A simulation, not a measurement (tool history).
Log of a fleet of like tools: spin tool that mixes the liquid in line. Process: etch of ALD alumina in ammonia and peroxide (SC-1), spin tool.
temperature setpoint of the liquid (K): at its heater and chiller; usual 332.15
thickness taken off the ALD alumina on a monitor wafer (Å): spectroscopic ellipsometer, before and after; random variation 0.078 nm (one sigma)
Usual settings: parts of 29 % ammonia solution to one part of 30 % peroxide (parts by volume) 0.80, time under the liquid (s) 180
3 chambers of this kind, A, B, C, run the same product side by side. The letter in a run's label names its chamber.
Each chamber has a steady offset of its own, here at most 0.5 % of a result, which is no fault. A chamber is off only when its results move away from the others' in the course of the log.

run,hour,temperature setpoint of the liquid (K),parts of 29 % ammonia solution to one part of 30 % peroxide (parts by volume),time under the liquid (s),"read-back film thickness of the ALD alumina reference wafer, read on the same gauge (nm)",thickness taken off the ALD alumina on a monitor wafer (Å)
1C,7.0,332.15,0.80,180,149.96,126.880
2B,11.5,332.15,0.80,180,150.00,126.380
3A,15.8,332.15,0.80,180,150.01,126.160
4A,21.7,332.15,0.80,180,150.00,125.290
5C,29.2,332.15,0.80,180,149.98,125.250
6B,35.0,332.15,0.80,180,150.00,123.690
7A,41.5,332.15,0.80,180,150.01,125.950
8C,49.4,332.15,0.80,180,150.02,125.650
9B,57.3,332.15,0.80,180,150.03,122.280
10B,65.3,332.15,0.80,180,149.97,123.550
11C,74.0,332.15,0.80,180,150.00,126.590
12A,79.4,332.15,0.80,180,150.01,125.780
13C,87.0,332.15,0.80,180,149.99,127.090
14A,92.2,332.15,0.80,180,150.00,128.090
15B,96.8,332.15,0.80,180,150.00,121.960
16C,102.6,332.15,1.15,180,149.98,130.080
17A,109.4,332.15,1.15,180,149.99,130.710
18B,118.1,332.15,1.15,180,149.98,124.730
19C,126.9,332.15,0.80,180,150.02,126.710
20B,130.9,326.15,0.55,180,150.01,84.073
21A,138.9,326.15,0.55,180,150.01,89.066
22B,146.7,326.15,0.55,180,150.00,83.764
23C,154.0,332.15,0.80,180,150.02,126.060
24A,158.8,332.15,0.80,180,150.01,125.350

Next, every chamber runs the same settings. What will each give?
25A,165.2,332.15,0.80,115,,?
25B,165.2,332.15,0.80,115,,?
25C,165.2,332.15,0.80,115,,?

run,thickness taken off the ALD alumina on a monitor wafer (Å)
25A,80.170
25B,74.643
25C,80.668

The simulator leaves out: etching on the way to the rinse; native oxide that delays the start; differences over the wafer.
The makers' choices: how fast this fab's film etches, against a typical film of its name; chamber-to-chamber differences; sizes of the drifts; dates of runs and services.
